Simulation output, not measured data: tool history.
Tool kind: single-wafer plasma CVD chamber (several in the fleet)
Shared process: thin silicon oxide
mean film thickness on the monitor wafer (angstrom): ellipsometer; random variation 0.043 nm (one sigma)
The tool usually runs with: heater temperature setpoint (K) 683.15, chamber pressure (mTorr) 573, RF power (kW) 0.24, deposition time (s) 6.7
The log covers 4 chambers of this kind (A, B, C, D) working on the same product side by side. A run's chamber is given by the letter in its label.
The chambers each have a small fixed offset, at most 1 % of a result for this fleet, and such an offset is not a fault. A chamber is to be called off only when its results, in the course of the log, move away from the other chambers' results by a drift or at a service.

run,hour,heater temperature setpoint (K),chamber pressure (mTorr),RF power (kW),deposition time (s),"read-back reference wafer on the same gauge, thickness_nm",mean film thickness on the monitor wafer (angstrom)
1D,12.2,683.15,573,0.24,6.7,7.6274,79.079
2B,26.5,683.15,573,0.24,6.7,7.6321,78.117
3A,37.4,683.15,573,0.24,6.7,7.6341,77.853
4C,49.7,683.15,573,0.24,6.7,7.6272,79.214
5B,56.6,683.15,573,0.24,6.7,7.6288,78.344
6C,67.3,683.15,573,0.24,6.7,7.6151,78.112
7A,80.2,683.15,573,0.24,6.7,7.6351,78.723
8D,86.7,683.15,573,0.24,6.7,7.6332,78.925
9C,96.8,683.15,573,0.24,6.7,7.6214,78.339
10B,107.7,683.15,573,0.24,6.7,7.6298,78.525
11A,115.3,683.15,653,0.24,8,7.6266,108.13
12D,123.6,683.15,653,0.24,8,7.6201,108.53
# hour 132: chamber B: capacitance manometer re-zeroed and calibrated
13A,135.8,683.15,653,0.24,8,7.6443,107.91
# hour 141.6: chamber B: RF generator calibrated
14C,143.6,683.15,653,0.24,8,7.6337,107.41
15D,154.7,683.15,573,0.24,6.7,7.6341,79.332
16B,167.8,683.15,573,0.24,6.7,7.6269,75.296
17A,180.6,683.15,573,0.24,6.7,7.6347,78.944
18B,188.6,683.15,573,0.24,6.7,7.6326,74.641
19C,195.1,683.15,573,0.24,6.7,7.6294,78.641
20D,201.5,683.15,573,0.24,6.7,7.6297,79.578
21C,208.3,683.15,525,0.24,7.95,7.6238,84.095
22A,216.9,683.15,525,0.24,7.95,7.6264,84.279
23D,224,683.15,525,0.24,7.95,7.6302,84.555
24B,230.9,683.15,525,0.24,7.95,7.6258,80.355
25A,241.3,683.15,573,0.24,6.7,7.6289,79.258
26C,250,683.15,573,0.24,6.7,7.6255,78.838
27B,263.2,683.15,573,0.24,6.7,7.633,74.616
28D,272.4,683.15,573,0.24,6.7,7.6312,79.483
29C,282.3,683.15,506,0.24,5.39,7.634,54.747
30B,288.7,683.15,506,0.24,5.39,7.6335,52.546
31A,300.3,683.15,506,0.24,5.39,7.6305,54.741

Each of the 4 chambers runs these same settings next. Fill in every chamber's results:
32A,310.6,683.15,573,0.24,6.7,,?
32B,310.6,683.15,573,0.24,6.7,,?
32C,310.6,683.15,573,0.24,6.7,,?
32D,310.6,683.15,573,0.24,6.7,,?

run,mean film thickness on the monitor wafer (angstrom)
32A,77.587
32B,74.419
32C,77.922
32D,79.648
